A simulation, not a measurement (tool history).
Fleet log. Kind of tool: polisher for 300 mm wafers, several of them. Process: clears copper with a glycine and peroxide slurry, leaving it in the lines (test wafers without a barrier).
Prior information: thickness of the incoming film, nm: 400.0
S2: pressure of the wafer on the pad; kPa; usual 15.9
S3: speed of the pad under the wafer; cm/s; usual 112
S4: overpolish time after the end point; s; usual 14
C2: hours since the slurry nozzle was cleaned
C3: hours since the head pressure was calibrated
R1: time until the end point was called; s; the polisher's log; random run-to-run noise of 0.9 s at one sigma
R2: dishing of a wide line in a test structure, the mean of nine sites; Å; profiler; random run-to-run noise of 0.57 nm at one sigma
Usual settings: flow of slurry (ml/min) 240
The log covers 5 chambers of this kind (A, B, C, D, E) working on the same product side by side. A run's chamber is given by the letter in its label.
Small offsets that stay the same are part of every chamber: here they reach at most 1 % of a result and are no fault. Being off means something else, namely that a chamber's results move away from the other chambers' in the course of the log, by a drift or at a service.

{"run": "1B", "hour": 7.1, "flow of slurry (ml/min)": 240, "S2": 15.9, "S3": 112, "S4": 14, "wafers polished on this pad": 229, "C2": 385.7, "C3": 1079.9, "R1": 74.925, "R2": 379.41}
{"hour": 8.4, "done": "chamber C: slurry nozzle cleaned"}
{"run": "2A", "hour": 14.7, "flow of slurry (ml/min)": 240, "S2": 15.9, "S3": 112, "S4": 14, "wafers polished on this pad": 333, "C2": 367.4, "C3": 43.6, "R1": 77.431, "R2": 378.83}
{"run": "3C", "hour": 20.8, "flow of slurry (ml/min)": 240, "S2": 15.9, "S3": 112, "S4": 14, "wafers polished on this pad": 587, "C2": 12.5, "C3": 157.4, "R1": 75.96, "R2": 380.57}
{"run": "4D", "hour": 26.6, "flow of slurry (ml/min)": 240, "S2": 15.9, "S3": 112, "S4": 14, "wafers polished on this pad": 689, "C2": 233.5, "C3": 870.5, "R1": 78.117, "R2": 378.84}
{"hour": 27.5, "done": "chamber D: worn pad replaced by a new one"}
{"run": "5E", "hour": 34.6, "flow of slurry (ml/min)": 240, "S2": 15.9, "S3": 112, "S4": 14, "wafers polished on this pad": 527, "C2": 37.8, "C3": 389.6, "R1": 75.777, "R2": 373.63}
{"run": "6D", "hour": 46.0, "flow of slurry (ml/min)": 240, "S2": 15.9, "S3": 112, "S4": 14, "wafers polished on this pad": 176, "C2": 252.9, "C3": 889.9, "R1": 73.947, "R2": 375.62}
{"hour": 54.6, "done": "chamber B: worn pad replaced by a new one"}
{"run": "7C", "hour": 56.8, "flow of slurry (ml/min)": 240, "S2": 15.9, "S3": 112, "S4": 14, "wafers polished on this pad": 929, "C2": 48.5, "C3": 193.4, "R1": 74.303, "R2": 380.57}
{"hour": 61.1, "done": "chamber A: worn pad replaced by a new one"}
{"run": "8A", "hour": 65.3, "flow of slurry (ml/min)": 240, "S2": 15.9, "S3": 112, "S4": 14, "wafers polished on this pad": 40, "C2": 418, "C3": 94.2, "R1": 75.636, "R2": 383}
{"run": "9B", "hour": 74.4, "flow of slurry (ml/min)": 240, "S2": 15.9, "S3": 112, "S4": 14, "wafers polished on this pad": 188, "C2": 453, "C3": 1147.2, "R1": 74.558, "R2": 382.04}
{"hour": 76.8, "done": "chamber C: worn pad replaced by a new one"}
{"run": "10E", "hour": 79.6, "flow of slurry (ml/min)": 240, "S2": 15.9, "S3": 138, "S4": 7, "wafers polished on this pad": 954, "C2": 82.8, "C3": 434.6, "R1": 63.724, "R2": 262.45}
{"run": "11A", "hour": 90.0, "flow of slurry (ml/min)": 240, "S2": 15.9, "S3": 138, "S4": 7, "wafers polished on this pad": 274, "C2": 442.7, "C3": 118.9, "R1": 65.157, "R2": 263.82}
{"hour": 96.4, "done": "chamber D: worn pad replaced by a new one"}
{"run": "12E", "hour": 97.9, "flow of slurry (ml/min)": 240, "S2": 15.9, "S3": 138, "S4": 7, "wafers polished on this pad": 1128, "C2": 101.1, "C3": 452.9, "R1": 64.789, "R2": 259.68}
{"run": "13C", "hour": 103.9, "flow of slurry (ml/min)": 240, "S2": 15.9, "S3": 138, "S4": 7, "wafers polished on this pad": 257, "C2": 95.6, "C3": 240.5, "R1": 63.841, "R2": 269.24}
{"run": "14D", "hour": 115.0, "flow of slurry (ml/min)": 240, "S2": 15.9, "S3": 138, "S4": 7, "wafers polished on this pad": 176, "C2": 321.9, "C3": 958.9, "R1": 64.524, "R2": 272.93}
{"hour": 119.5, "done": "chamber B: worn pad replaced by a new one"}
{"run": "15B", "hour": 123.3, "flow of slurry (ml/min)": 240, "S2": 15.9, "S3": 112, "S4": 14, "wafers polished on this pad": 36, "C2": 501.9, "C3": 1196.1, "R1": 75.2, "R2": 387.6}
{"hour": 125.0, "done": "chamber E: worn pad replaced by a new one"}
{"run": "16E", "hour": 131.8, "flow of slurry (ml/min)": 240, "S2": 15.9, "S3": 112, "S4": 14, "wafers polished on this pad": 64, "C2": 135, "C3": 486.8, "R1": 75.55, "R2": 368.99}
{"hour": 138.9, "done": "chamber A: worn pad replaced by a new one"}
{"run": "17C", "hour": 139.5, "flow of slurry (ml/min)": 240, "S2": 15.9, "S3": 112, "S4": 14, "wafers polished on this pad": 595, "C2": 131.2, "C3": 276.1, "R1": 75.591, "R2": 368.52}
{"run": "18A", "hour": 146.2, "flow of slurry (ml/min)": 240, "S2": 15.9, "S3": 112, "S4": 14, "wafers polished on this pad": 70, "C2": 498.9, "C3": 175.1, "R1": 75.907, "R2": 376.25}
{"run": "19B", "hour": 157.4, "flow of slurry (ml/min)": 240, "S2": 15.9, "S3": 112, "S4": 14, "wafers polished on this pad": 360, "C2": 536, "C3": 1230.2, "R1": 74.072, "R2": 388.73}
{"run": "20D", "hour": 165.4, "flow of slurry (ml/min)": 240, "S2": 15.9, "S3": 140, "S4": 14, "wafers polished on this pad": 655, "C2": 372.3, "C3": 1009.3, "R1": 64.484, "R2": 410.83}
{"run": "21C", "hour": 171.3, "flow of slurry (ml/min)": 240, "S2": 15.9, "S3": 140, "S4": 14, "wafers polished on this pad": 897, "C2": 163, "C3": 307.9, "R1": 62.182, "R2": 419.17}
{"run": "22A", "hour": 178.4, "flow of slurry (ml/min)": 240, "S2": 15.9, "S3": 140, "S4": 14, "wafers polished on this pad": 375, "C2": 531.1, "C3": 207.3, "R1": 62.95, "R2": 399.95}
{"hour": 182.8, "done": "chamber D: worn pad replaced by a new one"}
{"run": "23E", "hour": 183.5, "flow of slurry (ml/min)": 240, "S2": 15.9, "S3": 140, "S4": 14, "wafers polished on this pad": 555, "C2": 186.7, "C3": 538.5, "R1": 63.341, "R2": 410.27}
{"hour": 189.0, "done": "chamber B: worn pad replaced by a new one"}
{"run": "24B", "hour": 195.1, "flow of slurry (ml/min)": 240, "S2": 15.9, "S3": 140, "S4": 14, "wafers polished on this pad": 58, "C2": 573.7, "C3": 1267.9, "R1": 63.975, "R2": 418.75}
{"run": "25D", "hour": 204.6, "flow of slurry (ml/min)": 240, "S2": 15.9, "S3": 112, "S4": 14, "wafers polished on this pad": 207, "C2": 411.5, "C3": 1048.5, "R1": 76.687, "R2": 375.22}
{"hour": 209.5, "done": "chamber C: worn pad replaced by a new one"}
{"run": "26C", "hour": 209.7, "flow of slurry (ml/min)": 240, "S2": 15.9, "S3": 112, "S4": 14, "wafers polished on this pad": 2, "C2": 201.4, "C3": 346.3, "R1": 74.911, "R2": 380.3}
{"hour": 213.5, "done": "chamber B: slurry nozzle cleaned"}
{"hour": 214.0, "done": "chamber B: head pressure recalibrated"}
{"hour": 214.9, "done": "chamber A: worn pad replaced by a new one"}
{"run": "27A", "hour": 217.3, "flow of slurry (ml/min)": 240, "S2": 15.9, "S3": 112, "S4": 14, "wafers polished on this pad": 23, "C2": 570, "C3": 246.2, "R1": 76.833, "R2": 367.15}
{"run": "28D", "hour": 225.3, "flow of slurry (ml/min)": 240, "S2": 15.9, "S3": 112, "S4": 14, "wafers polished on this pad": 404, "C2": 432.2, "C3": 1069.2, "R1": 75.949, "R2": 373.54}
{"run": "29B", "hour": 236.3, "flow of slurry (ml/min)": 240, "S2": 15.9, "S3": 112, "S4": 14, "wafers polished on this pad": 449, "C2": 22.9, "C3": 22.3, "R1": 76.284, "R2": 376.48}
{"hour": 244.1, "done": "chamber B: worn pad replaced by a new one"}
{"run": "30E", "hour": 246.4, "flow of slurry (ml/min)": 240, "S2": 15.9, "S3": 112, "S4": 14, "wafers polished on this pad": 1152, "C2": 249.6, "C3": 601.4, "R1": 74.776, "R2": 372.56}
{"hour": 250.4, "done": "chamber E: worn pad replaced by a new one"}
{"run": "31B", "hour": 253.9, "flow of slurry (ml/min)": 240, "S2": 15.9, "S3": 112, "S4": 14, "wafers polished on this pad": 93, "C2": 40.5, "C3": 39.9, "R1": 74.313, "R2": 379.89}
{"run": "32E", "hour": 259.4, "flow of slurry (ml/min)": 240, "S2": 15.9, "S3": 112, "S4": 14, "wafers polished on this pad": 85, "C2": 262.6, "C3": 614.4, "R1": 75.636, "R2": 386.48}
{"hour": 259.7, "done": "chamber C: slurry nozzle cleaned"}
{"hour": 260.6, "done": "chamber D: worn pad replaced by a new one"}
{"run": "33A", "hour": 266.8, "flow of slurry (ml/min)": 240, "S2": 15.9, "S3": 112, "S4": 14, "wafers polished on this pad": 493, "C2": 619.5, "C3": 295.7, "R1": 76.48, "R2": 373.85}
{"run": "34C", "hour": 272.3, "flow of slurry (ml/min)": 240, "S2": 15.9, "S3": 112, "S4": 14, "wafers polished on this pad": 596, "C2": 12.6, "C3": 408.9, "R1": 76.504, "R2": 381.8}
{"run": "35D", "hour": 279.2, "flow of slurry (ml/min)": 240, "S2": 15.9, "S3": 112, "S4": 14, "wafers polished on this pad": 176, "C2": 486.1, "C3": 1123.1, "R1": 75.541, "R2": 375.25}
{"run": "36C", "hour": 285.3, "flow of slurry (ml/min)": 240, "S2": 15.9, "S3": 112, "S4": 10, "wafers polished on this pad": 720, "C2": 25.6, "C3": 421.9, "R1": 77.43, "R2": 303.64}
{"run": "37D", "hour": 293.4, "flow of slurry (ml/min)": 240, "S2": 15.9, "S3": 112, "S4": 10, "wafers polished on this pad": 311, "C2": 500.3, "C3": 1137.3, "R1": 77.561, "R2": 301.6}
{"run": "38A", "hour": 302.0, "flow of slurry (ml/min)": 240, "S2": 15.9, "S3": 112, "S4": 10, "wafers polished on this pad": 827, "C2": 654.7, "C3": 330.9, "R1": 77.518, "R2": 303.95}
{"hour": 310.9, "done": "chamber B: worn pad replaced by a new one"}
{"run": "39B", "hour": 313.5, "flow of slurry (ml/min)": 240, "S2": 15.9, "S3": 112, "S4": 10, "wafers polished on this pad": 24, "C2": 100.1, "C3": 99.5, "R1": 74.618, "R2": 313.36}
{"run": "40E", "hour": 323.6, "flow of slurry (ml/min)": 240, "S2": 15.9, "S3": 112, "S4": 10, "wafers polished on this pad": 695, "C2": 326.8, "C3": 678.6, "R1": 75.228, "R2": 299.41}

Read the log: is a single chamber off, either drifting away or since a service, is the gauge that measures every chamber drifting, or is nothing wrong beyond small per-chamber offsets? Name any odd chamber and what most likely caused it.

Beyond each chamber's small constant offset nothing stands out, and the gauge stays steady.
